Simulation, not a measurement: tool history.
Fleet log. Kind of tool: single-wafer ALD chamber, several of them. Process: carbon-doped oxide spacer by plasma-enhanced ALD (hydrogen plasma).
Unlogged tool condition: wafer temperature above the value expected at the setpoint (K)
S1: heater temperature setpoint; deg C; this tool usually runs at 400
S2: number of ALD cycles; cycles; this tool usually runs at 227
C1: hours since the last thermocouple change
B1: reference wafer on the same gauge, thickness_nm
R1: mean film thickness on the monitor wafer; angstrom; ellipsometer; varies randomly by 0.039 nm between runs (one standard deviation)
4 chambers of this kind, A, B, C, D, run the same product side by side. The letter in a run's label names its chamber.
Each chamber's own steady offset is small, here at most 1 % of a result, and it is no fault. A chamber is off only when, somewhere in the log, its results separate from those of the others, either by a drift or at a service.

{"run": "1A", "hour": 10.4, "S1": 400, "S2": 227, "C1": 329.3, "B1": 11.603, "R1": 113.3}
{"run": "2C", "hour": 20.1, "S1": 400, "S2": 227, "C1": 1612.3, "B1": 11.605, "R1": 114.78}
{"run": "3B", "hour": 24.8, "S1": 400, "S2": 227, "C1": 1250.8, "B1": 11.603, "R1": 114.21}
{"run": "4D", "hour": 33.7, "S1": 400, "S2": 227, "C1": 1013.4, "B1": 11.604, "R1": 112.79}
{"run": "5D", "hour": 42.8, "S1": 400, "S2": 227, "C1": 1022.5, "B1": 11.599, "R1": 112.39}
{"run": "6A", "hour": 53.1, "S1": 400, "S2": 227, "C1": 372.0, "B1": 11.606, "R1": 113.33}
{"run": "7C", "hour": 58.5, "S1": 400, "S2": 227, "C1": 1650.7, "B1": 11.604, "R1": 114.87}
{"run": "8B", "hour": 64.8, "S1": 400, "S2": 227, "C1": 1290.8, "B1": 11.604, "R1": 114.15}
{"run": "9D", "hour": 70.8, "S1": 400, "S2": 227, "C1": 1050.5, "B1": 11.611, "R1": 112.89}
{"run": "10C", "hour": 76.8, "S1": 400, "S2": 227, "C1": 1669.0, "B1": 11.592, "R1": 114.71}
{"run": "11B", "hour": 85.7, "S1": 411, "S2": 189, "C1": 1311.7, "B1": 11.599, "R1": 92.084}
{"hour": 95.3, "done": "chamber B: thermocouple changed; heater temperature recalibrated"}
{"run": "12A", "hour": 95.8, "S1": 411, "S2": 189, "C1": 414.7, "B1": 11.607, "R1": 91.939}
{"run": "13C", "hour": 103.6, "S1": 411, "S2": 189, "C1": 1695.8, "B1": 11.609, "R1": 91.939}
{"run": "14A", "hour": 112.2, "S1": 411, "S2": 189, "C1": 431.1, "B1": 11.595, "R1": 91.168}
{"run": "15D", "hour": 117.9, "S1": 400, "S2": 227, "C1": 1097.6, "B1": 11.602, "R1": 112.95}
{"run": "16B", "hour": 127.9, "S1": 400, "S2": 227, "C1": 32.7, "B1": 11.607, "R1": 114.46}
{"run": "17D", "hour": 135.6, "S1": 400, "S2": 227, "C1": 1115.3, "B1": 11.59, "R1": 112.54}
{"run": "18A", "hour": 145.6, "S1": 400, "S2": 227, "C1": 464.5, "B1": 11.598, "R1": 113.56}
{"run": "19B", "hour": 156.1, "S1": 400, "S2": 227, "C1": 60.9, "B1": 11.599, "R1": 113.89}
{"run": "20C", "hour": 164.4, "S1": 391, "S2": 213, "C1": 1756.6, "B1": 11.61, "R1": 108.07}
{"run": "21C", "hour": 174.7, "S1": 391, "S2": 213, "C1": 1766.9, "B1": 11.601, "R1": 107.75}
{"run": "22D", "hour": 182.9, "S1": 391, "S2": 213, "C1": 1162.6, "B1": 11.595, "R1": 105.89}
{"run": "23A", "hour": 191.5, "S1": 391, "S2": 213, "C1": 510.4, "B1": 11.598, "R1": 106.6}
{"run": "24B", "hour": 201.5, "S1": 400, "S2": 227, "C1": 106.3, "B1": 11.606, "R1": 114.59}

Next, every chamber runs the same settings. What will each give?
{"run": "25A", "hour": 209.3, "S1": 400, "S2": 227, "R1": "?"}
{"run": "25B", "hour": 209.3, "S1": 400, "S2": 227, "R1": "?"}
{"run": "25C", "hour": 209.3, "S1": 400, "S2": 227, "R1": "?"}
{"run": "25D", "hour": 209.3, "S1": 400, "S2": 227, "R1": "?"}

run=25A R1=113.860
run=25B R1=114.870
run=25C R1=113.220
run=25D R1=113.040

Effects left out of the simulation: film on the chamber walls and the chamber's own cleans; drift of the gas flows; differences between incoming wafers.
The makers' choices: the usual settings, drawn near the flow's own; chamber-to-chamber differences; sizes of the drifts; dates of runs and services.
